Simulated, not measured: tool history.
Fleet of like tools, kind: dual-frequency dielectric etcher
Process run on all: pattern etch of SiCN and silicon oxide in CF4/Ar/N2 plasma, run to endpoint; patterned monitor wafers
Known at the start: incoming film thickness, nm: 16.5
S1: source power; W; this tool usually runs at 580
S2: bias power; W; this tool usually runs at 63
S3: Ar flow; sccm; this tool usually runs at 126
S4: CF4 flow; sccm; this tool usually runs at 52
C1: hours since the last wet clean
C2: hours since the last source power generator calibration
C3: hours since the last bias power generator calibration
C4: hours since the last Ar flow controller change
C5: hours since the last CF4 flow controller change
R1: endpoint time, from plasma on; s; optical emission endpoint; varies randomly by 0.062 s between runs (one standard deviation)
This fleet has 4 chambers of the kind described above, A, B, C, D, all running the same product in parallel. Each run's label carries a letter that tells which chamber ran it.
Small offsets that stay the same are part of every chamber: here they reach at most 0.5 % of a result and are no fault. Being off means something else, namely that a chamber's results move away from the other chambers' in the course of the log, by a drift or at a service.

{"run": "1D", "day": 0.288, "S1": 580, "S2": 63, "S3": 126, "S4": 52, "C1": 352.6, "C2": 533, "C3": 2281.6, "C4": 2299.2, "C5": 1066.8, "R1": 17.467}
{"day": 0.421, "done": "chamber A: wet clean of the chamber"}
{"run": "2B", "day": 0.629, "S1": 580, "S2": 63, "S3": 126, "S4": 52, "C1": 208.6, "C2": 1464.9, "C3": 307.1, "C4": 1692, "C5": 931.4, "R1": 17.574}
{"run": "3A", "day": 0.85, "S1": 580, "S2": 63, "S3": 126, "S4": 52, "C1": 10.4, "C2": 166.9, "C3": 1553.3, "C4": 534.3, "C5": 1408.4, "R1": 17.405}
{"run": "4C", "day": 1.171, "S1": 580, "S2": 63, "S3": 126, "S4": 52, "C1": 304.5, "C2": 109.2, "C3": 1371.7, "C4": 1787.1, "C5": 1079.4, "R1": 17.57}
{"run": "5D", "day": 1.521, "S1": 580, "S2": 63, "S3": 126, "S4": 52, "C1": 382.2, "C2": 562.6, "C3": 2311.2, "C4": 2328.8, "C5": 1096.4, "R1": 17.489}
{"run": "6C", "day": 1.842, "S1": 690, "S2": 63, "S3": 106, "S4": 52, "C1": 320.6, "C2": 125.3, "C3": 1387.8, "C4": 1803.2, "C5": 1095.5, "R1": 14.571}
{"run": "7A", "day": 2.042, "S1": 690, "S2": 63, "S3": 106, "S4": 52, "C1": 39, "C2": 195.5, "C3": 1581.9, "C4": 562.9, "C5": 1437, "R1": 14.549}
{"run": "8B", "day": 2.371, "S1": 690, "S2": 63, "S3": 106, "S4": 52, "C1": 250.4, "C2": 1506.7, "C3": 348.9, "C4": 1733.8, "C5": 973.2, "R1": 14.571}
{"day": 2.408, "done": "chamber C: wet clean of the chamber"}
{"run": "9B", "day": 2.608, "S1": 690, "S2": 63, "S3": 106, "S4": 52, "C1": 256.1, "C2": 1512.4, "C3": 354.6, "C4": 1739.5, "C5": 978.9, "R1": 14.672}
{"run": "10D", "day": 2.8, "S1": 580, "S2": 63, "S3": 126, "S4": 52, "C1": 412.9, "C2": 593.3, "C3": 2341.9, "C4": 2359.5, "C5": 1127.1, "R1": 17.459}
{"run": "11C", "day": 3.062, "S1": 580, "S2": 63, "S3": 126, "S4": 52, "C1": 15.8, "C2": 154.6, "C3": 1417.1, "C4": 1832.5, "C5": 1124.8, "R1": 17.478}
{"run": "12A", "day": 3.417, "S1": 580, "S2": 63, "S3": 110, "S4": 62, "C1": 72, "C2": 228.5, "C3": 1614.9, "C4": 595.9, "C5": 1470, "R1": 16.552}
{"run": "13B", "day": 3.625, "S1": 580, "S2": 63, "S3": 110, "S4": 62, "C1": 280.5, "C2": 1536.8, "C3": 379, "C4": 1763.9, "C5": 1003.3, "R1": 16.596}
{"day": 3.704, "done": "chamber D: wet clean of the chamber"}
{"run": "14C", "day": 3.833, "S1": 580, "S2": 63, "S3": 110, "S4": 62, "C1": 34.3, "C2": 173.1, "C3": 1435.6, "C4": 1851, "C5": 1143.3, "R1": 16.512}
{"run": "15D", "day": 4.175, "S1": 580, "S2": 63, "S3": 110, "S4": 62, "C1": 11.4, "C2": 626.3, "C3": 2374.9, "C4": 2392.5, "C5": 1160.1, "R1": 16.596}
{"run": "16A", "day": 4.421, "S1": 580, "S2": 63, "S3": 126, "S4": 52, "C1": 96.1, "C2": 252.6, "C3": 1639, "C4": 620, "C5": 1494.1, "R1": 17.491}
{"run": "17A", "day": 4.621, "S1": 580, "S2": 63, "S3": 126, "S4": 52, "C1": 100.9, "C2": 257.4, "C3": 1643.8, "C4": 624.8, "C5": 1498.9, "R1": 17.461}
{"run": "18D", "day": 4.846, "S1": 580, "S2": 63, "S3": 126, "S4": 52, "C1": 27.5, "C2": 642.4, "C3": 2391, "C4": 2408.6, "C5": 1176.2, "R1": 17.491}
{"run": "19B", "day": 5.183, "S1": 580, "S2": 63, "S3": 126, "S4": 52, "C1": 317.9, "C2": 1574.2, "C3": 416.4, "C4": 1801.3, "C5": 1040.7, "R1": 17.536}
{"run": "20C", "day": 5.421, "S1": 580, "S2": 63, "S3": 126, "S4": 52, "C1": 72.4, "C2": 211.2, "C3": 1473.7, "C4": 1889.1, "C5": 1181.4, "R1": 17.511}
{"day": 5.446, "done": "chamber B: wet clean of the chamber"}
{"run": "21C", "day": 5.629, "S1": 580, "S2": 63, "S3": 126, "S4": 52, "C1": 77.4, "C2": 216.2, "C3": 1478.7, "C4": 1894.1, "C5": 1186.4, "R1": 17.501}
{"run": "22B", "day": 5.967, "S1": 580, "S2": 63, "S3": 126, "S4": 52, "C1": 12.6, "C2": 1593, "C3": 435.2, "C4": 1820.1, "C5": 1059.5, "R1": 17.442}
{"run": "23A", "day": 6.146, "S1": 580, "S2": 63, "S3": 126, "S4": 52, "C1": 137.5, "C2": 294, "C3": 1680.4, "C4": 661.4, "C5": 1535.5, "R1": 17.61}
{"run": "24D", "day": 6.325, "S1": 580, "S2": 63, "S3": 126, "S4": 52, "C1": 63, "C2": 677.9, "C3": 2426.5, "C4": 2444.1, "C5": 1211.7, "R1": 17.472}
{"run": "25C", "day": 6.712, "S1": 580, "S2": 63, "S3": 126, "S4": 52, "C1": 103.4, "C2": 242.2, "C3": 1504.7, "C4": 1920.1, "C5": 1212.4, "R1": 17.374}
{"run": "26A", "day": 6.904, "S1": 580, "S2": 63, "S3": 126, "S4": 52, "C1": 155.7, "C2": 312.2, "C3": 1698.6, "C4": 679.6, "C5": 1553.7, "R1": 17.492}
{"run": "27B", "day": 7.221, "S1": 490, "S2": 63, "S3": 98, "S4": 52, "C1": 42.7, "C2": 1623.1, "C3": 465.3, "C4": 1850.2, "C5": 1089.6, "R1": 19.334}
{"run": "28D", "day": 7.558, "S1": 490, "S2": 63, "S3": 98, "S4": 52, "C1": 92.6, "C2": 707.5, "C3": 2456.1, "C4": 2473.7, "C5": 1241.3, "R1": 19.354}

Does one chamber stand apart from the rest, does the shared gauge drift, or is all well apart from small per-chamber offsets? Give the chamber and the most likely cause, where there is one.

No chamber is off and the gauge is stable; the differences are just each chamber's small, constant offset.

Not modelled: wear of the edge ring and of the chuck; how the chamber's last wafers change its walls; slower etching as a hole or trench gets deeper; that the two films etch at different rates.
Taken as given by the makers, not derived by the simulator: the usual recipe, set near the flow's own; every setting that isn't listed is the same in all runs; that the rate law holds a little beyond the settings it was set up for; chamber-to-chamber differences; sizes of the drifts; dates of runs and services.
